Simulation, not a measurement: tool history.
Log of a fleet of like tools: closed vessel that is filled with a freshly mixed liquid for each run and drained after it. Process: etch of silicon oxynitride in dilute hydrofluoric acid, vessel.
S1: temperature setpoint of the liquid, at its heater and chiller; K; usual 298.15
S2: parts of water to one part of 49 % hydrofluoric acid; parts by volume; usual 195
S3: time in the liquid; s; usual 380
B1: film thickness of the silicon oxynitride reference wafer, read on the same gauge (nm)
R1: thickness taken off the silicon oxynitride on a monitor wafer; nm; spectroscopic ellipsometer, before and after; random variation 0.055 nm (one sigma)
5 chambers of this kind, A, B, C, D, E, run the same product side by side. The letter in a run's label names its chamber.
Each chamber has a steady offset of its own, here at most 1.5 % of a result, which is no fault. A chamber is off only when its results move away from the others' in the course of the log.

Run 1A, hour 4.4: usual settings; B1 150.02. Result: R1 6.738 nm.
Run 2E, hour 7: usual settings; B1 150. Result: R1 6.5587 nm.
Run 3B, hour 9.7: usual settings; B1 150.07. Result: R1 6.5882 nm.
Run 4D, hour 13.6: usual settings; B1 150.01. Result: R1 6.6807 nm.
Run 5C, hour 17: usual settings; B1 150.04. Result: R1 6.6405 nm.
Run 6D, hour 22.1: usual settings but S1 300.65 K, S2 260 parts by volume; B1 150.01. Result: R1 5.2776 nm.
Run 7A, hour 24.8: usual settings but S1 300.65 K, S2 260 parts by volume; B1 150. Result: R1 5.3694 nm.
Run 8E, hour 28.9: usual settings but S1 300.65 K, S2 260 parts by volume; B1 149.97. Result: R1 5.2588 nm.
Run 9C, hour 33.3: usual settings but S1 300.65 K, S2 260 parts by volume; B1 150.01. Result: R1 5.3305 nm.
Run 10B, hour 38: usual settings but S1 300.65 K, S2 260 parts by volume; B1 149.97. Result: R1 5.3249 nm.
At hour 41.3: chamber A: thermometer replaced.
Run 11E, hour 42.1: usual settings but S2 140 parts by volume; B1 150.03. Result: R1 9.5428 nm.
Run 12A, hour 45.6: usual settings but S2 140 parts by volume; B1 149.99. Result: R1 9.79 nm.
Run 13B, hour 50.7: usual settings but S2 140 parts by volume; B1 149.98. Result: R1 9.6683 nm.
Run 14C, hour 53.6: usual settings but S2 140 parts by volume; B1 150.01. Result: R1 9.708 nm.
Run 15D, hour 57.6: usual settings but S2 140 parts by volume; B1 149.99. Result: R1 9.6189 nm.
Run 16E, hour 61.7: usual settings; B1 149.97. Result: R1 6.6469 nm.
Run 17C, hour 64.4: usual settings; B1 149.98. Result: R1 6.6576 nm.
Run 18D, hour 67.6: usual settings; B1 149.98. Result: R1 6.4948 nm.
Run 19A, hour 70.4: usual settings; B1 149.99. Result: R1 6.702 nm.
Run 20B, hour 73.8: usual settings; B1 150.07. Result: R1 6.632 nm.
Run 21D, hour 77.6: usual settings; B1 149.99. Result: R1 6.766 nm.
Run 22E, hour 82.7: usual settings but S3 480 s; B1 149.95. Result: R1 8.4437 nm.
Run 23C, hour 87.8: usual settings but S3 480 s; B1 150.01. Result: R1 8.2602 nm.
Run 24B, hour 91: usual settings but S3 480 s; B1 150. Result: R1 8.3616 nm.
Run 25A, hour 93.9: usual settings but S3 480 s; B1 150.01. Result: R1 8.5214 nm.
Run 26C, hour 98.9: usual settings but S3 480 s; B1 150. Result: R1 8.1647 nm.
Run 27E, hour 102.1: usual settings but S1 295.65 K, S3 450 s; B1 149.95. Result: R1 7.0025 nm.
Run 28B, hour 106.7: usual settings but S1 295.65 K, S3 450 s; B1 149.99. Result: R1 7.0389 nm.
Run 29A, hour 110.9: usual settings but S1 295.65 K, S3 450 s; B1 149.99. Result: R1 7.1 nm.
Run 30D, hour 113.7: usual settings but S1 295.65 K, S3 450 s; B1 149.99. Result: R1 7.0978 nm.
Run 31D, hour 118.6: usual settings but S1 295.65 K, S3 450 s; B1 150.01. Result: R1 6.9592 nm.
Run 32E, hour 121.8: usual settings; B1 149.99. Result: R1 6.7217 nm.
Run 33B, hour 124.4: usual settings; B1 149.99. Result: R1 6.5882 nm.
Run 34C, hour 127.7: usual settings; B1 150.01. Result: R1 6.3634 nm.
Run 35A, hour 132.7: usual settings but S1 295.65 K, S3 490 s; B1 149.99. Result: R1 7.8232 nm.
Run 36E, hour 135: usual settings but S1 295.65 K, S3 490 s; B1 149.97. Result: R1 7.6842 nm.
Run 37D, hour 137.9: usual settings but S1 295.65 K, S3 490 s; B1 150.05. Result: R1 7.6596 nm.
Run 38A, hour 140.2: usual settings but S1 295.65 K, S3 490 s; B1 150.01. Result: R1 7.8321 nm.
Run 39B, hour 143.1: usual settings but S1 295.65 K, S3 490 s; B1 150.03. Result: R1 7.5975 nm.
Run 40C, hour 145.8: usual settings; B1 150.04. Result: R1 6.191 nm.
Run 41B, hour 148.2: usual settings but S2 290 parts by volume, S3 550 s; B1 149.99. Result: R1 6.0684 nm.
Run 42C, hour 152.9: usual settings but S2 290 parts by volume, S3 550 s; B1 149.96. Result: R1 5.6211 nm.
Run 43A, hour 156.5: usual settings but S2 290 parts by volume, S3 550 s; B1 150.01. Result: R1 6.2163 nm.
Run 44E, hour 159.6: usual settings but S2 290 parts by volume, S3 550 s; B1 149.98. Result: R1 6.0811 nm.

Next, every chamber runs the same settings. What will each give?
Run 45A, hour 163.3: usual settings but S3 530 s. Result: R1 ?.
Run 45B, hour 163.3: usual settings but S3 530 s. Result: R1 ?.
Run 45C, hour 163.3: usual settings but S3 530 s. Result: R1 ?.
Run 45D, hour 163.3: usual settings but S3 530 s. Result: R1 ?.
Run 45E, hour 163.3: usual settings but S3 530 s. Result: R1 ?.

run      R1
45A  9.4831
45B  9.3487
45C  8.5245
45D  9.2946
45E  9.1841
